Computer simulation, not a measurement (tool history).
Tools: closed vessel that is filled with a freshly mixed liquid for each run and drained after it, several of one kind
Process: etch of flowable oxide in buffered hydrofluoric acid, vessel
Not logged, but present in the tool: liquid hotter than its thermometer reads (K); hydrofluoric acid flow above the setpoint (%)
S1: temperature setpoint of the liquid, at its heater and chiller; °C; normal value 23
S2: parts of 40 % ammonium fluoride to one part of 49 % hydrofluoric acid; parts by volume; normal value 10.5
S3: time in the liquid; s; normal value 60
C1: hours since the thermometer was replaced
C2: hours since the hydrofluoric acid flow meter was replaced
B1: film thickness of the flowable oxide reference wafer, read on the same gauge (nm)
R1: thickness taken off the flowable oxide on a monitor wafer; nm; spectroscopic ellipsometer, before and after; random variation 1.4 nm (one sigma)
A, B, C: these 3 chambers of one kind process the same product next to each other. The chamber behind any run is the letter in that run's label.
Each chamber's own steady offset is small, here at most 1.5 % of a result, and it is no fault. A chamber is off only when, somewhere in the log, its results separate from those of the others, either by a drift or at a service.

Run 1B, day 0.171: usual settings; C1 1036.4; C2 864.8; B1 99.997. Result: R1 325.54 nm.
Run 2C, day 0.371: usual settings; C1 240.4; C2 1542.8; B1 100.01. Result: R1 325.5 nm.
Run 3A, day 0.467: usual settings; C1 557.9; C2 200.4; B1 99.972. Result: R1 326.7 nm.
Run 4A, day 0.642: usual settings; C1 562.1; C2 204.6; B1 100.04. Result: R1 327.21 nm.
Run 5C, day 0.825: usual settings; C1 251.3; C2 1553.7; B1 99.964. Result: R1 323.27 nm.
Run 6B, day 1.029: usual settings; C1 1057; C2 885.4; B1 100.02. Result: R1 328.74 nm.
Run 7B, day 1.162: usual settings but S1 20 °C, S2 8.5 parts by volume; C1 1060.2; C2 888.6; B1 99.977. Result: R1 328.1 nm.
Run 8C, day 1.279: usual settings but S1 20 °C, S2 8.5 parts by volume; C1 262.2; C2 1564.6; B1 100.01. Result: R1 326.03 nm.
Run 9A, day 1.442: usual settings but S1 20 °C, S2 8.5 parts by volume; C1 581.3; C2 223.8; B1 99.997. Result: R1 327.89 nm.
Run 10A, day 1.588: usual settings; C1 584.8; C2 227.3; B1 99.992. Result: R1 326.18 nm.
Run 11C, day 1.788: usual settings; C1 274.4; C2 1576.8; B1 99.993. Result: R1 326.86 nm.
Run 12B, day 1.892: usual settings; C1 1077.7; C2 906.1; B1 100. Result: R1 328.99 nm.
Run 13C, day 1.992: usual settings; C1 279.3; C2 1581.7; B1 100. Result: R1 323.06 nm.
Run 14B, day 2.117: usual settings; C1 1083.1; C2 911.5; B1 99.991. Result: R1 328.79 nm.
Run 15A, day 2.25: usual settings; C1 600.7; C2 243.2; B1 99.955. Result: R1 326.07 nm.
Run 16A, day 2.433: usual settings; C1 605.1; C2 247.6; B1 100.01. Result: R1 325.61 nm.
Run 17B, day 2.575: usual settings; C1 1094.1; C2 922.5; B1 99.971. Result: R1 334.41 nm.
Run 18C, day 2.729: usual settings but S1 27.5 °C; C1 297; C2 1599.4; B1 99.966. Result: R1 414.01 nm.
Run 19B, day 2.871: usual settings but S1 27.5 °C; C1 1101.2; C2 929.6; B1 99.97. Result: R1 431.25 nm.
Run 20C, day 3.021: usual settings but S1 27.5 °C; C1 304; C2 1606.4; B1 99.997. Result: R1 412.06 nm.
Run 21A, day 3.117: usual settings; C1 621.5; C2 264; B1 100. Result: R1 325.87 nm.
Run 22C, day 3.208: usual settings; C1 308.5; C2 1610.9; B1 99.955. Result: R1 324.41 nm.
Run 23A, day 3.417: usual settings but S1 26.5 °C; C1 628.7; C2 271.2; B1 99.975. Result: R1 394.19 nm.
Run 24B, day 3.588: usual settings but S1 26.5 °C; C1 1118.4; C2 946.8; B1 100.03. Result: R1 409.13 nm.
Run 25B, day 3.762: usual settings but S1 26.5 °C; C1 1122.6; C2 951; B1 100. Result: R1 411.74 nm.
Run 26A, day 3.962: usual settings; C1 641.8; C2 284.3; B1 99.994. Result: R1 328 nm.
Run 27C, day 4.175: usual settings; C1 331.7; C2 1634.1; B1 99.995. Result: R1 326.26 nm.
Run 28A, day 4.342: usual settings; C1 650.9; C2 293.4; B1 100.02. Result: R1 328.15 nm.
Run 29B, day 4.458: usual settings; C1 1139.3; C2 967.7; B1 100. Result: R1 344.99 nm.
Run 30C, day 4.592: usual settings; C1 341.7; C2 1644.1; B1 100.04. Result: R1 323.31 nm.
Run 31A, day 4.733: usual settings but S3 45 s; C1 660.3; C2 302.8; B1 99.984. Result: R1 245.19 nm.

Next, every chamber runs the same settings. What will each give?
Run 32A, day 4.883: usual settings. Result: R1 ?.
Run 32B, day 4.883: usual settings. Result: R1 ?.
Run 32C, day 4.883: usual settings. Result: R1 ?.

run      R1
32A  325.62
32B  343.17
32C  323.55
